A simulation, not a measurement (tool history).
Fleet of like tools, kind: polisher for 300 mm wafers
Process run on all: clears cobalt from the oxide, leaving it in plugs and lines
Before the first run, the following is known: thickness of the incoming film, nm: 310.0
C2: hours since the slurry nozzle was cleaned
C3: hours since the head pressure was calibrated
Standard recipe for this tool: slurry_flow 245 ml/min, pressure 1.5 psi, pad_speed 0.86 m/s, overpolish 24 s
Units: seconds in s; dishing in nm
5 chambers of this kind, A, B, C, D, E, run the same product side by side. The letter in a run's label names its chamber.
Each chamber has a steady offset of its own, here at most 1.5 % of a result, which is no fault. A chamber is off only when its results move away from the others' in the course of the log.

{"day": 0.088, "done": "chamber C: worn pad replaced by a new one"}
{"run": "1D", "day": 0.279, "slurry_flow": 245, "pressure": 1.5, "pad_speed": 0.86, "overpolish": 24, "wafers polished on this pad": 827, "C2": 426.5, "C3": 97.4, "seconds": 107.23, "dishing": 38.741}
{"day": 0.517, "done": "chamber B: slurry nozzle cleaned"}
{"run": "2C", "day": 0.562, "slurry_flow": 245, "pressure": 1.5, "pad_speed": 0.86, "overpolish": 24, "wafers polished on this pad": 99, "C2": 324.5, "C3": 153.6, "seconds": 106.01, "dishing": 40.135}
{"day": 0.625, "done": "chamber D: worn pad replaced by a new one"}
{"run": "3E", "day": 0.908, "slurry_flow": 245, "pressure": 1.5, "pad_speed": 0.86, "overpolish": 24, "wafers polished on this pad": 220, "C2": 487.2, "C3": 133.5, "seconds": 106.77, "dishing": 37.813}
{"run": "4A", "day": 1.25, "slurry_flow": 245, "pressure": 1.5, "pad_speed": 0.86, "overpolish": 24, "wafers polished on this pad": 354, "C2": 231.1, "C3": 161.6, "seconds": 109.64, "dishing": 39.772}
{"run": "5B", "day": 1.442, "slurry_flow": 245, "pressure": 1.5, "pad_speed": 0.86, "overpolish": 24, "wafers polished on this pad": 357, "C2": 22.3, "C3": 202.1, "seconds": 104.48, "dishing": 38.923}
{"run": "6A", "day": 1.712, "slurry_flow": 245, "pressure": 1.5, "pad_speed": 0.86, "overpolish": 24, "wafers polished on this pad": 450, "C2": 242.2, "C3": 172.7, "seconds": 111.03, "dishing": 38.052}
{"run": "7B", "day": 2.108, "slurry_flow": 245, "pressure": 1.5, "pad_speed": 0.86, "overpolish": 24, "wafers polished on this pad": 495, "C2": 38.3, "C3": 218.1, "seconds": 106.25, "dishing": 38.952}
{"run": "8C", "day": 2.529, "slurry_flow": 245, "pressure": 1.5, "pad_speed": 0.86, "overpolish": 24, "wafers polished on this pad": 507, "C2": 371.7, "C3": 200.8, "seconds": 105.93, "dishing": 39.442}
{"run": "9E", "day": 2.767, "slurry_flow": 165, "pressure": 1.8, "pad_speed": 0.86, "overpolish": 24, "wafers polished on this pad": 606, "C2": 531.8, "C3": 178.1, "seconds": 95.652, "dishing": 41.649}
{"day": 2.888, "done": "chamber E: worn pad replaced by a new one"}
{"run": "10D", "day": 2.979, "slurry_flow": 165, "pressure": 1.8, "pad_speed": 0.86, "overpolish": 24, "wafers polished on this pad": 489, "C2": 491.3, "C3": 162.2, "seconds": 94.618, "dishing": 40.723}
{"run": "11A", "day": 3.221, "slurry_flow": 165, "pressure": 1.8, "pad_speed": 0.86, "overpolish": 24, "wafers polished on this pad": 764, "C2": 278.4, "C3": 208.9, "seconds": 94.593, "dishing": 42.241}
{"run": "12E", "day": 3.442, "slurry_flow": 165, "pressure": 1.8, "pad_speed": 0.86, "overpolish": 24, "wafers polished on this pad": 115, "C2": 548.0, "C3": 194.3, "seconds": 92.186, "dishing": 39.42}
{"day": 3.662, "done": "chamber B: worn pad replaced by a new one"}
{"run": "13B", "day": 3.688, "slurry_flow": 165, "pressure": 1.8, "pad_speed": 0.86, "overpolish": 24, "wafers polished on this pad": 5, "C2": 76.2, "C3": 256.0, "seconds": 93.257, "dishing": 42.552}
{"run": "14C", "day": 3.904, "slurry_flow": 245, "pressure": 1.5, "pad_speed": 0.86, "overpolish": 24, "wafers polished on this pad": 793, "C2": 404.7, "C3": 233.8, "seconds": 105.97, "dishing": 38.415}
{"run": "15D", "day": 4.15, "slurry_flow": 245, "pressure": 1.5, "pad_speed": 0.86, "overpolish": 34, "wafers polished on this pad": 732, "C2": 519.4, "C3": 190.3, "seconds": 108.55, "dishing": 45.437}
{"day": 4.242, "done": "chamber A: slurry nozzle cleaned"}
{"day": 4.446, "done": "chamber C: worn pad replaced by a new one"}
{"run": "16A", "day": 4.45, "slurry_flow": 245, "pressure": 1.5, "pad_speed": 0.86, "overpolish": 34, "wafers polished on this pad": 1019, "C2": 5.0, "C3": 238.4, "seconds": 106.71, "dishing": 44.298}
{"run": "17B", "day": 4.712, "slurry_flow": 245, "pressure": 1.5, "pad_speed": 0.86, "overpolish": 34, "wafers polished on this pad": 218, "C2": 100.8, "C3": 280.6, "seconds": 105.43, "dishing": 44.578}
{"day": 4.858, "done": "chamber D: worn pad replaced by a new one"}
{"run": "18C", "day": 5.142, "slurry_flow": 245, "pressure": 1.5, "pad_speed": 0.86, "overpolish": 34, "wafers polished on this pad": 145, "C2": 434.4, "C3": 263.5, "seconds": 108.03, "dishing": 45.0}
{"day": 5.321, "done": "chamber A: worn pad replaced by a new one"}
{"run": "19D", "day": 5.479, "slurry_flow": 245, "pressure": 1.5, "pad_speed": 0.86, "overpolish": 34, "wafers polished on this pad": 129, "C2": 551.3, "C3": 222.2, "seconds": 105.58, "dishing": 44.133}
{"run": "20E", "day": 5.704, "slurry_flow": 245, "pressure": 2.0, "pad_speed": 0.86, "overpolish": 19, "wafers polished on this pad": 585, "C2": 602.3, "C3": 248.6, "seconds": 79.811, "dishing": 40.002}
{"run": "21B", "day": 6.104, "slurry_flow": 245, "pressure": 2.0, "pad_speed": 0.86, "overpolish": 19, "wafers polished on this pad": 507, "C2": 134.2, "C3": 314.0, "seconds": 80.992, "dishing": 38.364}
{"day": 6.129, "done": "chamber E: worn pad replaced by a new one"}
{"run": "22D", "day": 6.296, "slurry_flow": 245, "pressure": 2.0, "pad_speed": 0.86, "overpolish": 19, "wafers polished on this pad": 298, "C2": 570.9, "C3": 241.8, "seconds": 78.311, "dishing": 39.489}
{"day": 6.429, "done": "chamber E: slurry nozzle cleaned"}
{"run": "23A", "day": 6.712, "slurry_flow": 245, "pressure": 2.0, "pad_speed": 0.86, "overpolish": 19, "wafers polished on this pad": 289, "C2": 59.3, "C3": 292.7, "seconds": 78.797, "dishing": 40.342}
{"run": "24E", "day": 6.908, "slurry_flow": 245, "pressure": 2.0, "pad_speed": 0.86, "overpolish": 19, "wafers polished on this pad": 162, "C2": 11.6, "C3": 277.5, "seconds": 81.614, "dishing": 39.843}
{"run": "25C", "day": 7.292, "slurry_flow": 245, "pressure": 1.5, "pad_speed": 0.86, "overpolish": 24, "wafers polished on this pad": 591, "C2": 486.0, "C3": 315.1, "seconds": 108.03, "dishing": 38.648}
{"run": "26B", "day": 7.575, "slurry_flow": 245, "pressure": 1.5, "pad_speed": 0.86, "overpolish": 24, "wafers polished on this pad": 813, "C2": 169.5, "C3": 349.3, "seconds": 105.75, "dishing": 39.473}
{"day": 7.75, "done": "chamber C: worn pad replaced by a new one"}
{"run": "27C", "day": 7.879, "slurry_flow": 245, "pressure": 1.5, "pad_speed": 0.86, "overpolish": 24, "wafers polished on this pad": 26, "C2": 500.1, "C3": 329.2, "seconds": 108.61, "dishing": 38.512}
{"run": "28E", "day": 8.162, "slurry_flow": 245, "pressure": 1.5, "pad_speed": 0.86, "overpolish": 24, "wafers polished on this pad": 423, "C2": 41.7, "C3": 307.6, "seconds": 107.32, "dishing": 38.292}
{"run": "29A", "day": 8.354, "slurry_flow": 245, "pressure": 1.5, "pad_speed": 0.86, "overpolish": 24, "wafers polished on this pad": 630, "C2": 98.7, "C3": 332.1, "seconds": 104.74, "dishing": 37.94}
{"day": 8.404, "done": "chamber D: worn pad replaced by a new one"}
{"day": 8.729, "done": "chamber E: worn pad replaced by a new one"}
{"run": "30D", "day": 8.779, "slurry_flow": 245, "pressure": 1.5, "pad_speed": 0.86, "overpolish": 24, "wafers polished on this pad": 78, "C2": 630.5, "C3": 301.4, "seconds": 104.41, "dishing": 39.165}
{"run": "31E", "day": 8.983, "slurry_flow": 205, "pressure": 1.5, "pad_speed": 0.86, "overpolish": 11, "wafers polished on this pad": 53, "C2": 61.4, "C3": 327.3, "seconds": 107.74, "dishing": 23.925}

Is one chamber off against the others, does the gauge drift, or is nothing wrong? If a chamber is off, say which, and what the likeliest cause is.

The fleet is healthy, with each chamber sitting at its usual small offset and no drift in the gauge.
